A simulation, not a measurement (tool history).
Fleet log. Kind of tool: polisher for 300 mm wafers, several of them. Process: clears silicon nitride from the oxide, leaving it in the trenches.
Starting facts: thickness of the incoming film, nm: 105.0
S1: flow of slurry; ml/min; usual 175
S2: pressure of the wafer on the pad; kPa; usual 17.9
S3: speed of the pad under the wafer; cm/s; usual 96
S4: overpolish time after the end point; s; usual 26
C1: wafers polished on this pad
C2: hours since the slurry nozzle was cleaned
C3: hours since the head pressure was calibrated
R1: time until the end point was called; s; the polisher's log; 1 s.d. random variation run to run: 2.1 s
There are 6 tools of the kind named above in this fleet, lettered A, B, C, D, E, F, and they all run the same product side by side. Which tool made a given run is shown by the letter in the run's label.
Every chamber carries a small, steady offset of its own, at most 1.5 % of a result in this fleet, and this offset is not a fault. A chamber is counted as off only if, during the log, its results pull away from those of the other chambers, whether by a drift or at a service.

run 1B day=0.225 | S1=175 S2=17.9 S3=96 S4=26 | C1=149 C2=87.8 C3=285.3 | R1=120.26
run 2F day=0.546 | S1=175 S2=17.9 S3=96 S4=26 | C1=360 C2=524.1 C3=1049.9 | R1=121.13
-- day=0.662 chamber E: worn pad replaced by a new one
run 3C day=0.867 | S1=175 S2=17.9 S3=96 S4=26 | C1=736 C2=320.6 C3=746.7 | R1=119.62
-- day=0.929 chamber A: head pressure recalibrated
-- day=0.938 chamber D: slurry nozzle cleaned
run 4D day=1.254 | S1=175 S2=17.9 S3=96 S4=26 | C1=513 C2=7.7 C3=441 | R1=120.26
run 5A day=1.521 | S1=175 S2=17.9 S3=96 S4=26 | C1=699 C2=307.6 C3=14.2 | R1=121.22
-- day=1.804 chamber A: worn pad replaced by a new one
run 6E day=1.867 | S1=145 S2=17.9 S3=96 S4=26 | C1=177 C2=298.8 C3=550.3 | R1=124.92
run 7F day=2.142 | S1=145 S2=17.9 S3=96 S4=26 | C1=595 C2=562.4 C3=1088.2 | R1=123.54
run 8E day=2.546 | S1=145 S2=17.9 S3=96 S4=26 | C1=277 C2=315.1 C3=566.6 | R1=123.97
-- day=2.871 chamber F: worn pad replaced by a new one
-- day=2.975 chamber F: slurry nozzle cleaned
run 9C day=3.042 | S1=145 S2=17.9 S3=96 S4=26 | C1=1056 C2=372.8 C3=798.9 | R1=122.82
run 10D day=3.442 | S1=145 S2=17.9 S3=96 S4=26 | C1=834 C2=60.2 C3=493.5 | R1=128.4
run 11B day=3.692 | S1=145 S2=17.9 S3=96 S4=26 | C1=659 C2=171 C3=368.5 | R1=126.96
run 12A day=4.062 | S1=175 S2=17.9 S3=96 S4=26 | C1=332 C2=368.6 C3=75.2 | R1=123.22
run 13C day=4.346 | S1=175 S2=17.9 S3=96 S4=15 | C1=1247 C2=404.1 C3=830.2 | R1=118.29
-- day=4.496 chamber D: worn pad replaced by a new one
-- day=4.588 chamber F: head pressure recalibrated
run 14D day=4.754 | S1=175 S2=17.9 S3=96 S4=15 | C1=38 C2=91.7 C3=525 | R1=123.92
-- day=5.021 chamber B: worn pad replaced by a new one
run 15B day=5.171 | S1=175 S2=17.9 S3=96 S4=15 | C1=22 C2=206.5 C3=404 | R1=123.13
run 16E day=5.4 | S1=175 S2=17.9 S3=96 S4=15 | C1=697 C2=383.6 C3=635.1 | R1=124.71
-- day=5.604 chamber E: slurry nozzle cleaned
-- day=5.696 chamber B: slurry nozzle cleaned
run 17A day=5.758 | S1=175 S2=17.9 S3=96 S4=15 | C1=582 C2=409.3 C3=115.9 | R1=125.28
run 18F day=6.008 | S1=175 S2=17.9 S3=96 S4=15 | C1=461 C2=72.9 C3=34.2 | R1=120.74
-- day=6.096 chamber E: worn pad replaced by a new one
-- day=6.129 chamber C: worn pad replaced by a new one
run 19B day=6.454 | S1=175 S2=17.9 S3=96 S4=26 | C1=211 C2=18.2 C3=434.8 | R1=121.28
-- day=6.654 chamber A: worn pad replaced by a new one
run 20A day=6.712 | S1=175 S2=17.9 S3=96 S4=26 | C1=8 C2=432.2 C3=138.8 | R1=122.88
run 21E day=6.958 | S1=175 S2=17.9 S3=96 S4=26 | C1=127 C2=32.6 C3=672.5 | R1=119.55
run 22C day=7.354 | S1=175 S2=17.9 S3=96 S4=26 | C1=180 C2=476.3 C3=902.4 | R1=121.22
run 23F day=7.75 | S1=175 S2=17.9 S3=96 S4=26 | C1=717 C2=114.7 C3=76 | R1=120.34
run 24D day=7.996 | S1=175 S2=17.9 S3=96 S4=26 | C1=515 C2=169.5 C3=602.8 | R1=129.3
-- day=8.325 chamber F: worn pad replaced by a new one
run 25C day=8.429 | S1=225 S2=17.9 S3=84 S4=26 | C1=338 C2=502.1 C3=928.2 | R1=136.91
run 26A day=8.775 | S1=225 S2=17.9 S3=84 S4=26 | C1=312 C2=481.7 C3=188.3 | R1=138.31
run 27E day=9.221 | S1=225 S2=17.9 S3=84 S4=26 | C1=460 C2=86.9 C3=726.8 | R1=133.18
run 28F day=9.538 | S1=225 S2=17.9 S3=84 S4=26 | C1=178 C2=157.6 C3=118.9 | R1=132.86
-- day=9.812 chamber B: worn pad replaced by a new one
run 29B day=9.917 | S1=225 S2=17.9 S3=84 S4=26 | C1=15 C2=101.3 C3=517.9 | R1=137.02
run 30D day=10.358 | S1=225 S2=17.9 S3=84 S4=26 | C1=862 C2=226.2 C3=659.5 | R1=144.71
run 31E day=10.588 | S1=230 S2=17.9 S3=96 S4=26 | C1=661 C2=119.7 C3=759.6 | R1=117.89
run 32A day=10.854 | S1=230 S2=17.9 S3=96 S4=26 | C1=618 C2=531.6 C3=238.2 | R1=121.08
run 33B day=11.079 | S1=230 S2=17.9 S3=96 S4=26 | C1=186 C2=129.2 C3=545.8 | R1=119.81
-- day=11.104 chamber E: head pressure recalibrated
-- day=11.208 chamber C: slurry nozzle cleaned
-- day=11.396 chamber E: worn pad replaced by a new one
run 34C day=11.5 | S1=230 S2=17.9 S3=96 S4=26 | C1=790 C2=7 C3=1001.9 | R1=118.07
run 35F day=11.888 | S1=230 S2=17.9 S3=96 S4=26 | C1=524 C2=214 C3=175.3 | R1=119.65
run 36D day=12.2 | S1=230 S2=17.9 S3=96 S4=26 | C1=1133 C2=270.4 C3=703.7 | R1=132.4
run 37E day=12.662 | S1=210 S2=13.1 S3=96 S4=26 | C1=186 C2=169.5 C3=37.5 | R1=163.42

Does one chamber stand apart from the rest, does the shared gauge drift, or is all well apart from small per-chamber offsets? Give the chamber and the most likely cause, where there is one.

Chamber D drifts away from the others.
Cause: head's pressure below its setpoint, % = 10.1.
It could be hard to tell apart here from: slurry flow missing at the pad, %.

Here are 4 candidates for chamber D's next run, each the usual settings with a change, their results left as question marks. Which one brings its results back in line with what the others give on the usual settings?
Counts as in line when no further than this from what the other chambers average on the usual settings: R1 7.2 s
run 38D-1 day=13.029 | S1=175 S2=20 S3=106 S4=26 | R1=?
run 38D-2 day=13.029 | S1=170 S2=17.9 S3=76 S4=26 | R1=?
run 38D-3 day=13.029 | S1=175 S2=18.6 S3=102 S4=26 | R1=?
run 38D-4 day=13.029 | S1=175 S2=17.2 S3=90 S4=26 | R1=?

The other chambers' mean on the usual settings: R1 121.98 s
run=38D-1 R1=109.88
run=38D-2 R1=172.31
run=38D-3 R1=122.7
run=38D-4 R1=150.39
38D-3 is the one that brings the chamber's results back in line with the other chambers.
